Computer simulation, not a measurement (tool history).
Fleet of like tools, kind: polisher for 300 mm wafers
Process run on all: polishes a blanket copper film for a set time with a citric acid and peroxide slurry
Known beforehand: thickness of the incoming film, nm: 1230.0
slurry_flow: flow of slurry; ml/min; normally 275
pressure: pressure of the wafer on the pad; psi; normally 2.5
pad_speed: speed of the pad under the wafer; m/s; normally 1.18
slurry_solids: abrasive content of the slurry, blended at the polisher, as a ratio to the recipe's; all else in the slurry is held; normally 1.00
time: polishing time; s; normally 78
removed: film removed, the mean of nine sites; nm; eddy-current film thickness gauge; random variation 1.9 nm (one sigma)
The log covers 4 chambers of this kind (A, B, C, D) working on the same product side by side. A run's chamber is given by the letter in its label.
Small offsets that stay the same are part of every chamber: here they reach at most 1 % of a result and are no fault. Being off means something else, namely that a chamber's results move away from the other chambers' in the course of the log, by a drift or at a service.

| run | hour | slurry_flow | pressure | pad_speed | slurry_solids | time | wafers polished on this pad | hours since the slurry nozzle was cleaned | hours since the head pressure was calibrated | hours since the slurry blender was calibrated | removed |
|---|---|---|---|---|---|---|---|---|---|---|---|
| 1D | 2.6 | 275 | 2.5 | 1.18 | 1.00 | 78 | 831 | 329.6 | 355.9 | 172.2 | 204.13 |
| 2C | 6.3 | 275 | 2.5 | 1.18 | 1.00 | 78 | 1336 | 511.6 | 335.8 | 185.2 | 208.00 |
|  | 10.3 | chamber C: worn pad replaced by a new one |
| 3A | 10.3 | 275 | 2.5 | 1.18 | 1.00 | 78 | 805 | 66.8 | 264.0 | 261.5 | 206.24 |
| 4B | 12.7 | 275 | 2.5 | 1.18 | 1.00 | 78 | 319 | 187.7 | 249.2 | 15.0 | 207.23 |
|  | 13.5 | chamber A: worn pad replaced by a new one |
| 5D | 16.7 | 275 | 2.5 | 1.18 | 1.00 | 78 | 1004 | 343.7 | 370.0 | 186.3 | 203.47 |
| 6C | 20.4 | 275 | 2.5 | 1.18 | 1.00 | 78 | 124 | 525.7 | 349.9 | 199.3 | 204.48 |
| 7B | 24.7 | 275 | 2.5 | 1.18 | 1.00 | 78 | 467 | 199.7 | 261.2 | 27.0 | 204.58 |
| 8A | 27.8 | 195 | 2.5 | 1.18 | 0.85 | 78 | 177 | 84.3 | 281.5 | 279.0 | 190.55 |
| 9C | 30.8 | 195 | 2.5 | 1.18 | 0.85 | 78 | 252 | 536.1 | 360.3 | 209.7 | 187.94 |
| 10D | 34.7 | 195 | 2.5 | 1.18 | 0.85 | 78 | 1226 | 361.7 | 388.0 | 204.3 | 189.77 |
| 11B | 38.5 | 195 | 2.5 | 1.18 | 0.85 | 78 | 637 | 213.5 | 275.0 | 40.8 | 190.72 |
| 12A | 40.6 | 275 | 2.5 | 1.18 | 1.00 | 78 | 334 | 97.1 | 294.3 | 291.8 | 206.77 |
| 13D | 44.6 | 275 | 2.5 | 0.80 | 1.00 | 78 | 1348 | 371.6 | 397.9 | 214.2 | 135.21 |
| 14B | 47.2 | 275 | 2.5 | 0.80 | 1.00 | 78 | 744 | 222.2 | 283.7 | 49.5 | 139.30 |
| 15A | 50.6 | 275 | 2.5 | 0.80 | 1.00 | 78 | 458 | 107.1 | 304.3 | 301.8 | 142.35 |
|  | 52.6 | chamber D: worn pad replaced by a new one |
| 16C | 54.0 | 275 | 2.5 | 0.80 | 1.00 | 78 | 538 | 559.3 | 383.5 | 232.9 | 144.18 |
| 17D | 57.9 | 275 | 2.5 | 1.18 | 1.00 | 78 | 65 | 384.9 | 411.2 | 227.5 | 196.54 |
| 18B | 60.7 | 275 | 3.3 | 1.18 | 1.00 | 78 | 910 | 235.7 | 297.2 | 63.0 | 270.75 |
| 19C | 63.2 | 275 | 3.3 | 1.18 | 1.00 | 78 | 651 | 568.5 | 392.7 | 242.1 | 269.81 |
| 20A | 65.2 | 275 | 3.3 | 1.18 | 1.00 | 78 | 638 | 121.7 | 318.9 | 316.4 | 271.08 |
| 21A | 67.8 | 275 | 3.3 | 1.18 | 1.00 | 78 | 670 | 124.3 | 321.5 | 319.0 | 266.57 |
| 22D | 72.0 | 275 | 2.5 | 1.18 | 1.00 | 78 | 239 | 399.0 | 425.3 | 241.6 | 193.06 |
| 23B | 74.8 | 275 | 2.5 | 1.18 | 1.00 | 78 | 1084 | 249.8 | 311.3 | 77.1 | 205.40 |
| 24C | 77.2 | 275 | 1.7 | 1.18 | 1.00 | 78 | 824 | 582.5 | 406.7 | 256.1 | 139.25 |
| 25C | 80.5 | 275 | 1.7 | 1.18 | 1.00 | 78 | 864 | 585.8 | 410.0 | 259.4 | 140.29 |

For the next run the whole fleet of 4 chambers uses the same settings. Give each chamber's results:
| 26A | 83.8 | 275 | 2.1 | 1.18 | 1.00 | 78 |  |  |  |  | ? |
| 26B | 83.8 | 275 | 2.1 | 1.18 | 1.00 | 78 |  |  |  |  | ? |
| 26C | 83.8 | 275 | 2.1 | 1.18 | 1.00 | 78 |  |  |  |  | ? |
| 26D | 83.8 | 275 | 2.1 | 1.18 | 1.00 | 78 |  |  |  |  | ? |

| run | removed |
|---|---|
| 26A | 173.52 |
| 26B | 171.55 |
| 26C | 173.01 |
| 26D | 159.58 |
